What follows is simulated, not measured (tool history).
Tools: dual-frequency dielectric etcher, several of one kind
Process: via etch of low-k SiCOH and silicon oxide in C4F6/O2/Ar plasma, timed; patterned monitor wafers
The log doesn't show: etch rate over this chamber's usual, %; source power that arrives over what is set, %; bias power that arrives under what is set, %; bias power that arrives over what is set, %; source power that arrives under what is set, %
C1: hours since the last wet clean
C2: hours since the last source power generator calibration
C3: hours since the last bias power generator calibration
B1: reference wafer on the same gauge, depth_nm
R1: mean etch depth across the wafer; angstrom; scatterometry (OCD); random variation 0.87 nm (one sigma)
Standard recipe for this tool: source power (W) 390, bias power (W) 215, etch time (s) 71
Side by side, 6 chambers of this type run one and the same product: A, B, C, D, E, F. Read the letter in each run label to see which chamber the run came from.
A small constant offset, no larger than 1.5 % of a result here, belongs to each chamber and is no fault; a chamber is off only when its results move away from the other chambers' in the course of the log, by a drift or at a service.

-- hour=4.7 chamber F: wet clean of the chamber
run 1B hour=5.6 | source_power_(W)=390 bias_power_(W)=215 etch_time_(s)=71 | C1=152.5 C2=852.4 C3=862.4 | B1=199.92 | R1=2096
run 2A hour=9.9 | source_power_(W)=390 bias_power_(W)=215 etch_time_(s)=71 | C1=334.2 C2=1942.9 C3=3133.5 | B1=200.22 | R1=2082.3
run 3E hour=13.6 | source_power_(W)=390 bias_power_(W)=215 etch_time_(s)=71 | C1=415.5 C2=2682.2 C3=2010 | B1=200.06 | R1=2077
run 4F hour=20.6 | source_power_(W)=390 bias_power_(W)=215 etch_time_(s)=71 | C1=16 C2=1465.4 C3=2974.5 | B1=200.08 | R1=2112.4
run 5D hour=25.4 | source_power_(W)=390 bias_power_(W)=215 etch_time_(s)=71 | C1=97.9 C2=1556.3 C3=5310.4 | B1=199.98 | R1=2104.3
-- hour=28.9 chamber E: wet clean of the chamber
run 6C hour=31.7 | source_power_(W)=390 bias_power_(W)=215 etch_time_(s)=71 | C1=236 C2=1685.4 C3=432.4 | B1=199.87 | R1=2089
run 7D hour=36.5 | source_power_(W)=390 bias_power_(W)=215 etch_time_(s)=71 | C1=109 C2=1567.4 C3=5321.5 | B1=199.95 | R1=2083
run 8C hour=41.1 | source_power_(W)=390 bias_power_(W)=215 etch_time_(s)=71 | C1=245.4 C2=1694.8 C3=441.8 | B1=199.94 | R1=2089.9
run 9F hour=44.4 | source_power_(W)=390 bias_power_(W)=215 etch_time_(s)=71 | C1=39.8 C2=1489.2 C3=2998.3 | B1=199.94 | R1=2101.7
run 10A hour=49.7 | source_power_(W)=390 bias_power_(W)=215 etch_time_(s)=71 | C1=374 C2=1982.7 C3=3173.3 | B1=199.75 | R1=2064.9
run 11E hour=54.8 | source_power_(W)=390 bias_power_(W)=215 etch_time_(s)=71 | C1=25.9 C2=2723.4 C3=2051.2 | B1=199.78 | R1=2083.5
run 12B hour=61.3 | source_power_(W)=390 bias_power_(W)=215 etch_time_(s)=71 | C1=208.2 C2=908.1 C3=918.1 | B1=200.1 | R1=2104.4
run 13F hour=66.6 | source_power_(W)=390 bias_power_(W)=215 etch_time_(s)=71 | C1=62 C2=1511.4 C3=3020.5 | B1=199.88 | R1=2110.5
run 14E hour=72.4 | source_power_(W)=390 bias_power_(W)=215 etch_time_(s)=71 | C1=43.5 C2=2741 C3=2068.8 | B1=199.93 | R1=2069.5
run 15C hour=79.4 | source_power_(W)=390 bias_power_(W)=215 etch_time_(s)=71 | C1=283.7 C2=1733.1 C3=480.1 | B1=199.9 | R1=2099.4
run 16A hour=85.8 | source_power_(W)=390 bias_power_(W)=215 etch_time_(s)=71 | C1=410.1 C2=2018.8 C3=3209.4 | B1=200.04 | R1=2088.9
run 17D hour=90.4 | source_power_(W)=390 bias_power_(W)=215 etch_time_(s)=71 | C1=162.9 C2=1621.3 C3=5375.4 | B1=200.17 | R1=2086.8
run 18B hour=94.6 | source_power_(W)=390 bias_power_(W)=215 etch_time_(s)=71 | C1=241.5 C2=941.4 C3=951.4 | B1=199.99 | R1=2100.6
run 19B hour=98.4 | source_power_(W)=390 bias_power_(W)=215 etch_time_(s)=71 | C1=245.3 C2=945.2 C3=955.2 | B1=199.82 | R1=2093.3
-- hour=102.4 chamber D: source power generator calibrated
run 20C hour=104.6 | source_power_(W)=390 bias_power_(W)=215 etch_time_(s)=71 | C1=308.9 C2=1758.3 C3=505.3 | B1=199.94 | R1=2090.1
-- hour=108.6 chamber E: bias power generator calibrated
run 21F hour=109.6 | source_power_(W)=300 bias_power_(W)=215 etch_time_(s)=62.5 | C1=105 C2=1554.4 C3=3063.5 | B1=199.92 | R1=1688
run 22A hour=113 | source_power_(W)=300 bias_power_(W)=215 etch_time_(s)=62.5 | C1=437.3 C2=2046 C3=3236.6 | B1=200.02 | R1=1654.6
-- hour=116.6 chamber E: source power generator calibrated
run 23D hour=119.9 | source_power_(W)=300 bias_power_(W)=215 etch_time_(s)=62.5 | C1=192.4 C2=17.5 C3=5404.9 | B1=199.82 | R1=1672.6
run 24E hour=124.9 | source_power_(W)=300 bias_power_(W)=215 etch_time_(s)=62.5 | C1=96 C2=8.4 C3=16.4 | B1=200.01 | R1=1649.2
run 25C hour=128.6 | source_power_(W)=300 bias_power_(W)=215 etch_time_(s)=62.5 | C1=332.9 C2=1782.3 C3=529.3 | B1=200.16 | R1=1652.8
run 26A hour=131.7 | source_power_(W)=300 bias_power_(W)=215 etch_time_(s)=62.5 | C1=456 C2=2064.7 C3=3255.3 | B1=200.04 | R1=1656.5
run 27D hour=136.4 | source_power_(W)=390 bias_power_(W)=259 etch_time_(s)=71 | C1=208.9 C2=34 C3=5421.4 | B1=199.93 | R1=2234
run 28F hour=141 | source_power_(W)=390 bias_power_(W)=259 etch_time_(s)=71 | C1=136.4 C2=1585.8 C3=3094.9 | B1=200.05 | R1=2229.8
run 29E hour=146.4 | source_power_(W)=390 bias_power_(W)=259 etch_time_(s)=71 | C1=117.5 C2=29.9 C3=37.9 | B1=200.04 | R1=2209.9
run 30B hour=152.2 | source_power_(W)=390 bias_power_(W)=259 etch_time_(s)=71 | C1=299.1 C2=999 C3=1009 | B1=199.91 | R1=2239.3
run 31F hour=155.7 | source_power_(W)=390 bias_power_(W)=259 etch_time_(s)=71 | C1=151.1 C2=1600.5 C3=3109.6 | B1=200.02 | R1=2237.6
run 32D hour=159.1 | source_power_(W)=390 bias_power_(W)=259 etch_time_(s)=71 | C1=231.6 C2=56.7 C3=5444.1 | B1=199.78 | R1=2248.2
run 33C hour=164.7 | source_power_(W)=390 bias_power_(W)=215 etch_time_(s)=71 | C1=369 C2=1818.4 C3=565.4 | B1=200.06 | R1=2087.2
run 34E hour=171.3 | source_power_(W)=350 bias_power_(W)=215 etch_time_(s)=71 | C1=142.4 C2=54.8 C3=62.8 | B1=200.22 | R1=1992.1
run 35A hour=174.4 | source_power_(W)=350 bias_power_(W)=215 etch_time_(s)=71 | C1=498.7 C2=2107.4 C3=3298 | B1=200.21 | R1=1998.5
run 36B hour=181.2 | source_power_(W)=350 bias_power_(W)=215 etch_time_(s)=71 | C1=328.1 C2=1028 C3=1038 | B1=200 | R1=2013.4
run 37D hour=188.1 | source_power_(W)=350 bias_power_(W)=215 etch_time_(s)=71 | C1=260.6 C2=85.7 C3=5473.1 | B1=199.89 | R1=2012.1
run 38E hour=192.1 | source_power_(W)=350 bias_power_(W)=215 etch_time_(s)=71 | C1=163.2 C2=75.6 C3=83.6 | B1=199.85 | R1=1989.1

Each of the 6 chambers runs these same settings next. Fill in every chamber's results:
run 39A hour=197.1 | source_power_(W)=390 bias_power_(W)=215 etch_time_(s)=63 | R1=?
run 39B hour=197.1 | source_power_(W)=390 bias_power_(W)=215 etch_time_(s)=63 | R1=?
run 39C hour=197.1 | source_power_(W)=390 bias_power_(W)=215 etch_time_(s)=63 | R1=?
run 39D hour=197.1 | source_power_(W)=390 bias_power_(W)=215 etch_time_(s)=63 | R1=?
run 39E hour=197.1 | source_power_(W)=390 bias_power_(W)=215 etch_time_(s)=63 | R1=?
run 39F hour=197.1 | source_power_(W)=390 bias_power_(W)=215 etch_time_(s)=63 | R1=?

run=39A R1=1854.3
run=39B R1=1855.9
run=39C R1=1845.8
run=39D R1=1855.9
run=39E R1=1844.6
run=39F R1=1871.4

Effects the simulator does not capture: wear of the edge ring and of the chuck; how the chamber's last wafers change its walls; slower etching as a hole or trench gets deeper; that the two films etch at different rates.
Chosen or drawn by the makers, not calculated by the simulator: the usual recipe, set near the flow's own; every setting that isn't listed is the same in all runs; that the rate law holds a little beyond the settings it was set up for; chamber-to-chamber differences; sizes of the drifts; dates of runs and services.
